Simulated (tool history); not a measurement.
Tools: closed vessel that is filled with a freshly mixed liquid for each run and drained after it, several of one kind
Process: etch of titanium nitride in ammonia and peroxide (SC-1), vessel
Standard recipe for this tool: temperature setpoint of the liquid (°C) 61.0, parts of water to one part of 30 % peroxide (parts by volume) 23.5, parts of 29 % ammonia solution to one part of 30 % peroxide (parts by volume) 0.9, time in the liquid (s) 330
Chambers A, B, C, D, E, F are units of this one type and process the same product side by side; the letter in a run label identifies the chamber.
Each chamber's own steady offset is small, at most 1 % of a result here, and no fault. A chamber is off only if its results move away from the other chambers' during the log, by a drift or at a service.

run	day	temperature setpoint of the liquid (°C)	parts of water to one part of 30 % peroxide (parts by volume)	parts of 29 % ammonia solution to one part of 30 % peroxide (parts by volume)	time in the liquid (s)	read-back film thickness of the titanium nitride reference wafer, read on the same gauge (nm)	thickness taken off the titanium nitride on a monitor wafer (angstrom)
1A	0.133	61.0	23.5	0.9	330	29.993	484.62
2B	0.254	61.0	23.5	0.9	330	29.999	482.90
# day 0.392: chamber B: new drum of ammonia solution connected
3C	0.400	61.0	23.5	0.9	330	30.000	479.75
4F	0.575	61.0	23.5	0.9	330	30.010	491.37
5D	0.725	61.0	19.0	0.9	330	29.984	543.38
6E	0.879	61.0	19.0	0.9	330	30.008	549.99
7D	1.025	61.0	19.0	0.9	330	29.999	543.65
8A	1.150	61.0	19.0	0.9	330	30.030	545.58
9F	1.338	61.0	19.0	0.9	330	29.984	547.96
10E	1.458	61.0	19.0	0.9	330	30.007	550.27
11B	1.629	61.0	23.5	0.9	330	29.986	487.16
12C	1.804	61.0	23.5	0.9	330	30.012	479.77
13C	1.892	61.0	23.5	0.9	330	30.006	481.48
14E	2.038	61.0	23.5	1.2	265	30.010	415.64
15B	2.146	61.0	23.5	1.2	265	29.986	412.46
16F	2.346	61.0	23.5	1.2	265	29.981	409.50
17D	2.500	61.0	23.5	1.2	265	29.989	407.46
18A	2.671	61.0	23.5	1.2	265	30.016	411.20
19C	2.812	61.0	23.5	1.2	265	29.986	408.63
20F	2.992	61.0	23.5	0.9	330	29.980	484.28
21E	3.158	61.0	23.5	0.9	330	29.990	478.19
22D	3.358	61.0	23.5	0.9	330	29.984	487.88
23B	3.467	61.0	23.5	0.9	330	29.982	484.46
24A	3.650	61.0	23.5	0.9	330	29.978	489.72
25B	3.750	61.0	23.5	0.9	330	30.023	496.39
26F	3.904	61.0	23.5	0.9	330	29.971	489.75
27D	4.017	61.0	23.5	0.9	330	29.989	491.55
28A	4.179	57.5	23.5	0.9	330	29.978	391.15
# day 4.208: chamber D: new drum of ammonia solution connected
29E	4.304	57.5	23.5	0.9	330	29.996	371.23
30C	4.475	57.5	23.5	0.9	330	29.981	382.12
31F	4.612	57.5	23.5	0.9	330	29.984	386.52
32E	4.804	57.5	23.5	0.9	330	29.999	363.36
33D	4.958	57.5	23.5	0.9	330	30.006	386.22
34A	5.092	61.0	23.5	0.9	330	30.026	488.28
35C	5.292	61.0	23.5	0.9	330	29.995	481.49
36B	5.433	61.0	23.5	0.9	415	30.018	605.78
37D	5.567	61.0	23.5	0.9	415	29.994	613.34
38E	5.721	61.0	23.5	0.9	415	30.025	559.12
39C	5.825	61.0	23.5	0.9	415	29.996	603.95
40A	5.971	61.0	23.5	0.9	415	30.002	609.65
41F	6.154	61.0	23.5	0.9	415	30.023	608.80
42B	6.279	61.0	23.5	0.9	330	30.032	484.84
43D	6.471	61.0	23.5	0.9	330	30.001	491.11

Which is it: a chamber that has drifted or been left off by a service, a gauge drift common to all chambers, or only each chamber's usual small offset? If a chamber is off, name it and its likeliest cause.

Little by little, chamber E moves away from the other chambers.
Cause: liquid colder than its thermometer reads (K) = 1.71.

Chamber E could run next with any of the 4 candidate recipes listed below; each alters the usual settings, and their results appear as question marks. Which one brings its results back in line with what the other chambers deliver on the usual settings?
A result is in line if it is within this distance of the other chambers' mean on the usual settings: thickness taken off the titanium nitride on a monitor wafer (angstrom) 13.00
44E-1	6.617	62.5	23.0	0.9	355		?
44E-2	6.617	62.0	23.0	0.9	345		?
44E-3	6.617	58.5	23.5	0.9	330		?
44E-4	6.617	60.0	23.5	0.9	315		?

The other chambers' mean on the usual settings: thickness taken off the titanium nitride on a monitor wafer (angstrom) 486.55
run	thickness taken off the titanium nitride on a monitor wafer (angstrom)
44E-1	524.15
44E-2	492.69
44E-3	369.45
44E-4	389.67
The answer is 44E-2, which returns the chamber to within the allowed miss of the others.

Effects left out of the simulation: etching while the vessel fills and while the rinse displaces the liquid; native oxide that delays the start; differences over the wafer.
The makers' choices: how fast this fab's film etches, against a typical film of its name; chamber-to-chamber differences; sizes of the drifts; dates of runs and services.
